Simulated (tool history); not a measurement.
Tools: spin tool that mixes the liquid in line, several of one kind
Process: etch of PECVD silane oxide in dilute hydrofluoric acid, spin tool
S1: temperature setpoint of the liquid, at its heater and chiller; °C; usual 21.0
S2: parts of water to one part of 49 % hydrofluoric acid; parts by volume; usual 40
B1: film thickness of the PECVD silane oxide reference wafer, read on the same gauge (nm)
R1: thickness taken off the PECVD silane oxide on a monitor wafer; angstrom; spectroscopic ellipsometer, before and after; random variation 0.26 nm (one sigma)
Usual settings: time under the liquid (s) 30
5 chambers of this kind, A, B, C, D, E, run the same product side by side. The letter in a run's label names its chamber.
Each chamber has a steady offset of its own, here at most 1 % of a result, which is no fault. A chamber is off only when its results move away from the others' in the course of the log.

run 1C hour=7.1 | S1=21.0 S2=40 time_under_the_liquid_(s)=30 | B1=120.02 | R1=316.23
run 2D hour=11.3 | S1=21.0 S2=40 time_under_the_liquid_(s)=30 | B1=119.99 | R1=317.90
run 3B hour=20.2 | S1=21.0 S2=40 time_under_the_liquid_(s)=30 | B1=120.04 | R1=323.37
run 4E hour=27.9 | S1=21.0 S2=40 time_under_the_liquid_(s)=30 | B1=120.03 | R1=311.75
run 5A hour=32.7 | S1=24.5 S2=20 time_under_the_liquid_(s)=30 | B1=120.01 | R1=750.91
run 6C hour=36.9 | S1=24.5 S2=20 time_under_the_liquid_(s)=30 | B1=119.98 | R1=766.19
run 7D hour=44.3 | S1=24.5 S2=20 time_under_the_liquid_(s)=30 | B1=120.00 | R1=753.20
run 8A hour=49.1 | S1=24.5 S2=20 time_under_the_liquid_(s)=30 | B1=120.00 | R1=756.24
run 9B hour=53.5 | S1=24.5 S2=20 time_under_the_liquid_(s)=30 | B1=120.02 | R1=756.26
run 10E hour=59.1 | S1=21.0 S2=40 time_under_the_liquid_(s)=30 | B1=120.04 | R1=317.02
run 11C hour=67.8 | S1=21.0 S2=40 time_under_the_liquid_(s)=30 | B1=120.01 | R1=314.46
run 12E hour=73.3 | S1=21.0 S2=40 time_under_the_liquid_(s)=30 | B1=120.02 | R1=315.35
run 13B hour=78.7 | S1=21.0 S2=40 time_under_the_liquid_(s)=30 | B1=119.97 | R1=319.94
run 14D hour=85.2 | S1=21.0 S2=40 time_under_the_liquid_(s)=30 | B1=120.03 | R1=315.83
run 15A hour=90.8 | S1=21.0 S2=40 time_under_the_liquid_(s)=30 | B1=120.00 | R1=321.22
run 16D hour=94.9 | S1=21.0 S2=40 time_under_the_liquid_(s)=30 | B1=120.02 | R1=322.88
run 17A hour=103.6 | S1=21.0 S2=40 time_under_the_liquid_(s)=30 | B1=120.04 | R1=323.14
run 18E hour=109.3 | S1=21.0 S2=40 time_under_the_liquid_(s)=30 | B1=120.01 | R1=311.46
run 19C hour=115.6 | S1=21.0 S2=40 time_under_the_liquid_(s)=30 | B1=120.00 | R1=321.96
run 20B hour=121.1 | S1=21.0 S2=40 time_under_the_liquid_(s)=30 | B1=120.02 | R1=317.83
run 21E hour=125.6 | S1=21.0 S2=40 time_under_the_liquid_(s)=30 | B1=120.00 | R1=315.18
run 22D hour=129.5 | S1=21.0 S2=40 time_under_the_liquid_(s)=30 | B1=120.00 | R1=319.48
run 23C hour=135.6 | S1=21.0 S2=40 time_under_the_liquid_(s)=30 | B1=119.99 | R1=324.23
run 24A hour=143.4 | S1=21.0 S2=40 time_under_the_liquid_(s)=30 | B1=119.99 | R1=321.03
run 25B hour=149.5 | S1=21.0 S2=40 time_under_the_liquid_(s)=30 | B1=119.96 | R1=324.92
run 26B hour=154.4 | S1=21.0 S2=40 time_under_the_liquid_(s)=30 | B1=120.02 | R1=323.57
run 27C hour=161.7 | S1=21.0 S2=40 time_under_the_liquid_(s)=30 | B1=120.02 | R1=326.75
-- hour=164.2 chamber A: thermometer replaced
run 28A hour=169.9 | S1=21.0 S2=40 time_under_the_liquid_(s)=30 | B1=119.99 | R1=318.12
run 29D hour=175.6 | S1=21.0 S2=40 time_under_the_liquid_(s)=30 | B1=119.98 | R1=313.47
run 30E hour=179.6 | S1=21.0 S2=40 time_under_the_liquid_(s)=30 | B1=119.99 | R1=315.05
run 31B hour=185.2 | S1=21.0 S2=40 time_under_the_liquid_(s)=30 | B1=120.02 | R1=317.71
run 32C hour=189.4 | S1=17.0 S2=40 time_under_the_liquid_(s)=35 | B1=120.02 | R1=321.31
run 33D hour=197.8 | S1=17.0 S2=40 time_under_the_liquid_(s)=35 | B1=119.99 | R1=312.30
run 34A hour=204.1 | S1=17.0 S2=40 time_under_the_liquid_(s)=35 | B1=119.98 | R1=312.06
run 35E hour=210.4 | S1=17.0 S2=40 time_under_the_liquid_(s)=35 | B1=120.01 | R1=305.84
run 36D hour=215.1 | S1=17.0 S2=40 time_under_the_liquid_(s)=35 | B1=119.99 | R1=313.75
run 37A hour=219.9 | S1=21.0 S2=40 time_under_the_liquid_(s)=30 | B1=119.98 | R1=317.90
run 38B hour=227.6 | S1=21.0 S2=40 time_under_the_liquid_(s)=30 | B1=120.03 | R1=322.89
run 39C hour=234.9 | S1=21.0 S2=40 time_under_the_liquid_(s)=30 | B1=119.97 | R1=330.93
run 40E hour=238.8 | S1=21.0 S2=40 time_under_the_liquid_(s)=30 | B1=120.01 | R1=317.57
run 41C hour=244.2 | S1=21.0 S2=40 time_under_the_liquid_(s)=30 | B1=120.03 | R1=330.40
run 42E hour=252.8 | S1=21.0 S2=40 time_under_the_liquid_(s)=30 | B1=120.02 | R1=313.05
run 43D hour=258.3 | S1=21.0 S2=40 time_under_the_liquid_(s)=30 | B1=119.99 | R1=322.16
run 44B hour=264.5 | S1=21.0 S2=40 time_under_the_liquid_(s)=30 | B1=119.96 | R1=323.79

Is one chamber off against the others, does the gauge drift, or is nothing wrong? If a chamber is off, say which, and what the likeliest cause is.

Chamber C drifts away from the others.
Cause: liquid hotter than its thermometer reads (K) = 1.31.
The log may not tell that from: hydrofluoric acid flow above the setpoint (%).

Here are 4 candidates for chamber C's next run, each the usual settings with a change, their results left as question marks. Which one brings its results back in line with what the others give on the usual settings?
In line means no further than this from the other chambers' mean on the usual settings: R1 9.00 angstrom
run 45C-1 hour=270.9 | S1=20.0 S2=40 time_under_the_liquid_(s)=30 | R1=?
run 45C-2 hour=270.9 | S1=23.5 S2=40 time_under_the_liquid_(s)=30 | R1=?
run 45C-3 hour=270.9 | S1=18.5 S2=40 time_under_the_liquid_(s)=30 | R1=?
run 45C-4 hour=270.9 | S1=22.0 S2=40 time_under_the_liquid_(s)=30 | R1=?

The other chambers' mean on the usual settings: R1 318.49 angstrom
run=45C-1 R1=319.60
run=45C-2 R1=369.33
run=45C-3 R1=300.08
run=45C-4 R1=347.34
45C-1 brings the chamber back in line.
